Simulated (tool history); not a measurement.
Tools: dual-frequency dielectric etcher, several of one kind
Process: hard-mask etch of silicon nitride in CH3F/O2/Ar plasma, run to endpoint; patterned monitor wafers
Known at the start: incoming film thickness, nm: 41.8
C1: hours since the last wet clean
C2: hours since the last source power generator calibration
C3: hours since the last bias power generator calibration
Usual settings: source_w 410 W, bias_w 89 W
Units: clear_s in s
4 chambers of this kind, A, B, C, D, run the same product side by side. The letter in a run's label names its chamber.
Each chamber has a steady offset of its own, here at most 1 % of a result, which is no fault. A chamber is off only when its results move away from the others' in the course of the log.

{"run": "1D", "day": 0.492, "source_w": 410, "bias_w": 89, "C1": 211.7, "C2": 3785.7, "C3": 1513.4, "clear_s": 55.826}
{"day": 0.817, "done": "chamber A: source power generator calibrated"}
{"run": "2A", "day": 1.004, "source_w": 410, "bias_w": 89, "C1": 571.2, "C2": 4.6, "C3": 3265.4, "clear_s": 54.867}
{"run": "3B", "day": 1.321, "source_w": 410, "bias_w": 89, "C1": 202.2, "C2": 2072.8, "C3": 4705.0, "clear_s": 56.368}
{"run": "4C", "day": 1.692, "source_w": 410, "bias_w": 89, "C1": 213.7, "C2": 2185.0, "C3": 2547.4, "clear_s": 55.581}
{"run": "5C", "day": 2.079, "source_w": 410, "bias_w": 89, "C1": 223.0, "C2": 2194.3, "C3": 2556.7, "clear_s": 56.356}
{"run": "6D", "day": 2.654, "source_w": 410, "bias_w": 89, "C1": 263.6, "C2": 3837.6, "C3": 1565.3, "clear_s": 56.166}
{"run": "7A", "day": 3.229, "source_w": 410, "bias_w": 89, "C1": 624.6, "C2": 58.0, "C3": 3318.8, "clear_s": 55.092}
{"run": "8B", "day": 3.546, "source_w": 410, "bias_w": 89, "C1": 255.6, "C2": 2126.2, "C3": 4758.4, "clear_s": 56.118}
{"run": "9C", "day": 3.817, "source_w": 410, "bias_w": 89, "C1": 264.7, "C2": 2236.0, "C3": 2598.4, "clear_s": 56.147}
{"run": "10A", "day": 4.254, "source_w": 410, "bias_w": 89, "C1": 649.2, "C2": 82.6, "C3": 3343.4, "clear_s": 55.046}
{"run": "11B", "day": 4.712, "source_w": 410, "bias_w": 89, "C1": 283.6, "C2": 2154.2, "C3": 4786.4, "clear_s": 55.618}
{"run": "12D", "day": 5.288, "source_w": 410, "bias_w": 89, "C1": 326.8, "C2": 3900.8, "C3": 1628.5, "clear_s": 55.82}
{"run": "13B", "day": 5.621, "source_w": 410, "bias_w": 89, "C1": 305.4, "C2": 2176.0, "C3": 4808.2, "clear_s": 56.46}
{"day": 5.833, "done": "chamber A: wet clean of the chamber"}
{"run": "14C", "day": 6.083, "source_w": 410, "bias_w": 89, "C1": 319.1, "C2": 2290.4, "C3": 2652.8, "clear_s": 56.58}
{"day": 6.471, "done": "chamber C: wet clean of the chamber"}
{"run": "15A", "day": 6.579, "source_w": 410, "bias_w": 89, "C1": 18.0, "C2": 138.4, "C3": 3399.2, "clear_s": 55.198}
{"run": "16D", "day": 7.012, "source_w": 410, "bias_w": 89, "C1": 368.2, "C2": 3942.2, "C3": 1669.9, "clear_s": 55.924}
{"run": "17C", "day": 7.383, "source_w": 410, "bias_w": 89, "C1": 22.0, "C2": 2321.6, "C3": 2684.0, "clear_s": 55.362}
{"run": "18B", "day": 7.925, "source_w": 410, "bias_w": 89, "C1": 360.7, "C2": 2231.3, "C3": 4863.5, "clear_s": 55.903}
{"run": "19D", "day": 8.508, "source_w": 460, "bias_w": 81, "C1": 404.1, "C2": 3978.1, "C3": 1705.8, "clear_s": 57.435}
{"run": "20A", "day": 9.088, "source_w": 460, "bias_w": 81, "C1": 78.2, "C2": 198.6, "C3": 3459.4, "clear_s": 54.432}
{"run": "21D", "day": 9.633, "source_w": 460, "bias_w": 81, "C1": 431.1, "C2": 4005.1, "C3": 1732.8, "clear_s": 57.744}
{"run": "22A", "day": 10.029, "source_w": 460, "bias_w": 81, "C1": 100.8, "C2": 221.2, "C3": 3482.0, "clear_s": 53.744}
{"run": "23C", "day": 10.612, "source_w": 410, "bias_w": 89, "C1": 99.5, "C2": 2399.1, "C3": 2761.5, "clear_s": 55.449}
{"run": "24B", "day": 11.058, "source_w": 410, "bias_w": 89, "C1": 435.9, "C2": 2306.5, "C3": 4938.7, "clear_s": 56.445}

What goes on in this fleet: one chamber off, a drifting gauge, or nothing beyond the chambers' own small offsets? Name the chamber and the cause, if any.

Chamber D drifts away from the others.
Cause: etch rate under this chamber's usual, % = 5.06.

Here are 4 candidates for chamber D's next run, each the usual settings with a change, their results left as question marks. Which one brings its results back in line with what the others give on the usual settings?
In line means no further than this from the other chambers' mean on the usual settings: clear_s 1.300 s
{"run": "25D-1", "day": 11.475, "source_w": 360, "bias_w": 78, "clear_s": "?"}
{"run": "25D-2", "day": 11.475, "source_w": 440, "bias_w": 95, "clear_s": "?"}
{"run": "25D-3", "day": 11.475, "source_w": 380, "bias_w": 83, "clear_s": "?"}
{"run": "25D-4", "day": 11.475, "source_w": 520, "bias_w": 89, "clear_s": "?"}

The other chambers' mean on the usual settings: clear_s 55.688 s
run=25D-1 clear_s=64.492
run=25D-2 clear_s=55.713
run=25D-3 clear_s=61.808
run=25D-4 clear_s=53.509
25D-2 brings the chamber back in line.

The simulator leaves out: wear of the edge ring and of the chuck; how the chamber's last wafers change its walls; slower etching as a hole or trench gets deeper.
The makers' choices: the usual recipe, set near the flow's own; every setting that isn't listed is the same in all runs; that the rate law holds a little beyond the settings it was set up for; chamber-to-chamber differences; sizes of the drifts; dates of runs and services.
